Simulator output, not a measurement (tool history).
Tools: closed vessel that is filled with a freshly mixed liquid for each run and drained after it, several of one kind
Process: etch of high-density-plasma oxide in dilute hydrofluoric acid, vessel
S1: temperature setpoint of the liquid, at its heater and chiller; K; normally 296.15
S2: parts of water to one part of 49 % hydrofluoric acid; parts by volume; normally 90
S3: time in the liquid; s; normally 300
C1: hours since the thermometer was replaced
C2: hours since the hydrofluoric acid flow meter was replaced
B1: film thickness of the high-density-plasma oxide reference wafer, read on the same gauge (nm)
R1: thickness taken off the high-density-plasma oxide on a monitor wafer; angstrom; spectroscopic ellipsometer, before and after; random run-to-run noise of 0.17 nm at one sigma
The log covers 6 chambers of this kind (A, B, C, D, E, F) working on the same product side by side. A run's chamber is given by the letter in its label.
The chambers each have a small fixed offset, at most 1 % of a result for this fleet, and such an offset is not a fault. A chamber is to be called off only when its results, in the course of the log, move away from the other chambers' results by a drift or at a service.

| run | hour | S1 | S2 | S3 | C1 | C2 | B1 | R1 |
|---|---|---|---|---|---|---|---|---|
| 1E | 6.3 | 296.15 | 90 | 300 | 84 | 985.1 | 29.998 | 279.27 |
| 2A | 14.7 | 296.15 | 90 | 300 | 1700.7 | 340.2 | 30.004 | 283.56 |
| 3C | 22.8 | 296.15 | 90 | 300 | 718.2 | 1206.1 | 29.992 | 278.71 |
| 4B | 32.8 | 296.15 | 90 | 300 | 677.1 | 338.8 | 29.989 | 281.84 |
| 5D | 42.3 | 296.15 | 70 | 435 | 78.7 | 46 | 30.005 | 534.02 |
| 6F | 54 | 296.15 | 70 | 435 | 760.2 | 126.9 | 29.988 | 524.4 |
| 7C | 61.4 | 296.15 | 70 | 435 | 756.8 | 1244.7 | 30.002 | 538.05 |
|  | 69.8 | chamber E: hydrofluoric acid flow meter replaced |
| 8B | 71.9 | 296.15 | 70 | 435 | 716.2 | 377.9 | 30.02 | 538.12 |
| 9A | 85.4 | 296.15 | 70 | 435 | 1771.4 | 410.9 | 30.069 | 534.24 |
|  | 88.3 | chamber C: thermometer replaced |
| 10F | 94.1 | 296.15 | 70 | 435 | 800.3 | 167 | 29.999 | 527.7 |
| 11E | 107.9 | 296.15 | 90 | 300 | 185.6 | 38.1 | 29.978 | 279.81 |
| 12D | 120.1 | 296.15 | 90 | 300 | 156.5 | 123.8 | 29.984 | 279.47 |
| 13A | 128.4 | 296.15 | 90 | 300 | 1814.4 | 453.9 | 29.983 | 279.81 |
|  | 134.1 | chamber A: thermometer replaced |
| 14F | 137.8 | 296.15 | 90 | 300 | 844 | 210.7 | 30.046 | 279.98 |
| 15C | 150.8 | 296.15 | 90 | 300 | 62.5 | 1334.1 | 30.009 | 279.74 |
| 16B | 161.5 | 296.15 | 90 | 300 | 805.8 | 467.5 | 29.955 | 282.01 |
| 17E | 173.1 | 296.15 | 90 | 300 | 250.8 | 103.3 | 30.043 | 280.41 |
| 18D | 186.4 | 296.15 | 90 | 300 | 222.8 | 190.1 | 30.034 | 282.27 |
| 19A | 193.8 | 296.15 | 90 | 300 | 59.7 | 519.3 | 30.008 | 282.53 |
| 20C | 203.8 | 296.15 | 90 | 300 | 115.5 | 1387.1 | 30.025 | 275.87 |
|  | 207.7 | chamber A: hydrofluoric acid flow meter replaced |
| 21B | 216.1 | 296.15 | 90 | 300 | 860.4 | 522.1 | 30.007 | 279.85 |
| 22F | 227.9 | 298.65 | 90 | 205 | 934.1 | 300.8 | 29.995 | 209.49 |
| 23E | 235.4 | 298.65 | 90 | 205 | 313.1 | 165.6 | 30.019 | 211.41 |
| 24D | 244.5 | 298.65 | 90 | 205 | 280.9 | 248.2 | 30 | 211.32 |
| 25F | 254.8 | 298.65 | 90 | 205 | 961 | 327.7 | 29.99 | 211.37 |
| 26C | 266.2 | 298.65 | 90 | 205 | 177.9 | 1449.5 | 29.979 | 204.12 |
| 27B | 272.8 | 298.65 | 90 | 205 | 917.1 | 578.8 | 29.995 | 211.44 |
| 28A | 280.4 | 296.15 | 90 | 300 | 146.3 | 72.8 | 29.965 | 281.66 |
| 29D | 289.8 | 292.15 | 90 | 210 | 326.2 | 293.5 | 30.017 | 165.5 |
| 30E | 300.9 | 292.15 | 90 | 210 | 378.6 | 231.1 | 29.996 | 165.68 |
| 31F | 314.4 | 292.15 | 90 | 210 | 1020.6 | 387.3 | 29.986 | 164.21 |
| 32D | 326.6 | 292.15 | 90 | 210 | 363 | 330.3 | 30.013 | 165.95 |
| 33C | 334 | 292.15 | 90 | 210 | 245.7 | 1517.3 | 30.001 | 159.97 |
| 34A | 341.4 | 292.15 | 90 | 210 | 207.3 | 133.8 | 29.996 | 166.71 |
| 35B | 353.2 | 296.15 | 90 | 300 | 997.5 | 659.2 | 30.069 | 281.9 |
| 36E | 366.2 | 296.15 | 90 | 300 | 443.9 | 296.4 | 30.008 | 278.69 |
| 37F | 375.3 | 296.15 | 75 | 300 | 1081.5 | 448.2 | 30.003 | 341.31 |
| 38C | 385.6 | 296.15 | 75 | 300 | 297.3 | 1568.9 | 30.006 | 325.13 |
|  | 389.5 | chamber B: hydrofluoric acid flow meter replaced |
| 39B | 397.9 | 296.15 | 75 | 300 | 1042.2 | 8.4 | 29.986 | 345.11 |
|  | 407.6 | chamber E: thermometer replaced |
| 40A | 409.3 | 296.15 | 75 | 300 | 275.2 | 201.7 | 30.011 | 343.38 |
| 41D | 423.2 | 296.15 | 75 | 300 | 459.6 | 426.9 | 30.016 | 340.58 |
| 42E | 436.2 | 296.15 | 75 | 300 | 28.7 | 366.4 | 29.984 | 344.93 |
| 43C | 445.9 | 296.15 | 90 | 300 | 357.6 | 1629.2 | 30.025 | 262.74 |
| 44D | 459.7 | 296.15 | 90 | 300 | 496.1 | 463.4 | 29.977 | 280.25 |

All chambers now run identical settings, listed one chamber a line with results as question marks. What results will each chamber show?
| 45A | 469.7 | 296.15 | 115 | 300 |  |  |  | ? |
| 45B | 469.7 | 296.15 | 115 | 300 |  |  |  | ? |
| 45C | 469.7 | 296.15 | 115 | 300 |  |  |  | ? |
| 45D | 469.7 | 296.15 | 115 | 300 |  |  |  | ? |
| 45E | 469.7 | 296.15 | 115 | 300 |  |  |  | ? |
| 45F | 469.7 | 296.15 | 115 | 300 |  |  |  | ? |

| run | R1 |
|---|---|
| 45A | 216.96 |
| 45B | 212.31 |
| 45C | 194.87 |
| 45D | 213.97 |
| 45E | 209.69 |
| 45F | 210.91 |
